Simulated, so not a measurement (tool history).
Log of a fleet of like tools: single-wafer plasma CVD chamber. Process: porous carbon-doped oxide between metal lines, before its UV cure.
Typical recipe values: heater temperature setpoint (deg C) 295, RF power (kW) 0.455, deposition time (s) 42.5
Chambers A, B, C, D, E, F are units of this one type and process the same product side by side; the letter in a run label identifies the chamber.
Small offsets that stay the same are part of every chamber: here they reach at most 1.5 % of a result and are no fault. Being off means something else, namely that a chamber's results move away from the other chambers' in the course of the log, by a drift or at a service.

run   hour  heater temperature setpoint (deg C)  RF power (kW)  deposition time (s)  hours since the last thermocouple change  hours since the last RF generator calibration  read-back reference wafer on the same gauge, thickness_nm  mean film thickness on the monitor wafer (Å)
 1F    8.8                                  295          0.455                 42.5                                     966.0                                          445.9                                                     233.01                                        2203.6
 2B   15.4                                  295          0.455                 42.5                                     440.4                                          602.1                                                     232.97                                        2200.1
 3E   23.1                                  295          0.455                 42.5                                    2380.3                                          690.9                                                     233.04                                        2222.2
 4C   28.0                                  295          0.455                 42.5                                    1456.0                                          682.7                                                     232.89                                        2195.2
 5A   34.3                                  295          0.455                 42.5                                     429.0                                          324.8                                                     232.83                                        2199.0
 6D   42.4                                  301          0.455                 45.7                                      54.3                                         1270.4                                                     232.80                                        2278.4
 7F   48.2                                  301          0.455                 45.7                                    1005.4                                          485.3                                                     232.75                                        2282.1
 8E   54.0                                  301          0.455                 45.7                                    2411.2                                          721.8                                                     232.71                                        2300.4
 9D   58.4                                  301          0.455                 45.7                                      70.3                                         1286.4                                                     232.71                                        2280.3
10C   64.3                                  301          0.455                 45.7                                    1492.3                                          719.0                                                     232.67                                        2285.1
      67.5  -- chamber D: RF generator calibrated
11B   72.9                                  301          0.455                 45.7                                     497.9                                          659.6                                                     232.56                                        2280.2
12A   79.6                                  295          0.455                 42.5                                     474.3                                          370.1                                                     232.68                                        2194.0
      79.7  -- chamber E: thermocouple changed; heater temperature recalibrated
13E   85.2                                  295          0.455                 42.5                                       5.6                                          753.0                                                     232.60                                        2227.0
14A   93.0                                  295          0.455                 42.5                                     487.7                                          383.5                                                     232.62                                        2201.9
15B   97.3                                  295          0.455                 42.5                                     522.3                                          684.0                                                     232.56                                        2198.8
16F  103.2                                  295          0.455                 42.5                                    1060.4                                          540.3                                                     232.42                                        2194.9
17D  112.4                                  295          0.455                 42.5                                     124.3                                           45.0                                                     232.43                                        2192.0
18C  122.0                                  282          0.455                 37.6                                    1550.0                                          776.7                                                     232.32                                        2110.2
19D  130.0                                  282          0.455                 37.6                                     141.9                                           62.6                                                     232.27                                        2110.0
20A  134.9                                  282          0.455                 37.6                                     529.6                                          425.4                                                     232.28                                        2106.4
21C  142.7                                  282          0.455                 37.6                                    1570.7                                          797.4                                                     232.31                                        2104.7
22B  150.7                                  282          0.455                 37.6                                     575.7                                          737.4                                                     232.30                                        2109.9
23F  158.8                                  282          0.455                 37.6                                    1116.0                                          595.9                                                     232.22                                        2100.9
24E  163.5                                  295          0.455                 42.5                                      83.9                                          831.3                                                     232.25                                        2215.6
25B  168.4                                  295          0.455                 42.5                                     593.4                                          755.1                                                     232.25                                        2193.3
26A  173.3                                  295          0.455                 42.5                                     568.0                                          463.8                                                     232.17                                        2192.0
27F  181.3                                  295          0.455                 42.5                                    1138.5                                          618.4                                                     232.11                                        2184.8
     189.4  -- chamber C: thermocouple changed; heater temperature recalibrated
28D  189.6                                  295          0.455                 42.5                                     201.5                                          122.2                                                     232.01                                        2190.2
29C  195.2                                  295          0.455                 42.5                                       5.8                                          849.9                                                     232.05                                        2193.9
30E  201.1                                  295          0.505                 39.9                                     121.5                                          868.9                                                     232.04                                        2233.8
31E  208.2                                  295          0.505                 39.9                                     128.6                                          876.0                                                     231.95                                        2233.8
32D  213.1                                  295          0.505                 39.9                                     225.0                                          145.7                                                     231.97                                        2205.0
33F  223.2                                  295          0.505                 39.9                                    1180.4                                          660.3                                                     231.91                                        2207.0
34B  228.9                                  295          0.505                 39.9                                     653.9                                          815.6                                                     231.83                                        2202.2
35A  236.8                                  295          0.505                 39.9                                     631.5                                          527.3                                                     231.81                                        2206.2
36C  242.6                                  295          0.455                 42.5                                      53.2                                          897.3                                                     231.88                                        2194.3
37B  249.5                                  295          0.455                 42.5                                     674.5                                          836.2                                                     231.82                                        2187.7
38E  254.1                                  295          0.455                 42.5                                     174.5                                          921.9                                                     231.84                                        2207.5
39D  259.4                                  295          0.455                 42.5                                     271.3                                          192.0                                                     231.70                                        2187.1
40F  265.0                                  295          0.455                 42.5                                    1222.2                                          702.1                                                     231.67                                        2190.1
41A  271.5                                  295          0.455                 42.5                                     666.2                                          562.0                                                     231.68                                        2182.2
42C  280.1                                  295          0.455                 42.5                                      90.7                                          934.8                                                     231.73                                        2184.9
43A  287.9                                  295          0.455                 39.5                                     682.6                                          578.4                                                     231.57                                        2034.5
     293.1  -- chamber E: RF generator calibrated
44E  294.8                                  295          0.455                 39.5                                     215.2                                            1.8                                                     231.51                                        2054.6

The same settings go to every chamber for the next run, one line per chamber below. Forecast the results for each:
45A  302.0                                  295          0.455                 39.8                                                                                                                                                                                                 ?
45B  302.0                                  295          0.455                 39.8                                                                                                                                                                                                 ?
45C  302.0                                  295          0.455                 39.8                                                                                                                                                                                                 ?
45D  302.0                                  295          0.455                 39.8                                                                                                                                                                                                 ?
45E  302.0                                  295          0.455                 39.8                                                                                                                                                                                                 ?
45F  302.0                                  295          0.455                 39.8                                                                                                                                                                                                 ?

run  mean film thickness on the monitor wafer (Å)
45A                                        2047.0
45B                                        2052.3
45C                                        2050.8
45D                                        2047.0
45E                                        2081.6
45F                                        2054.5
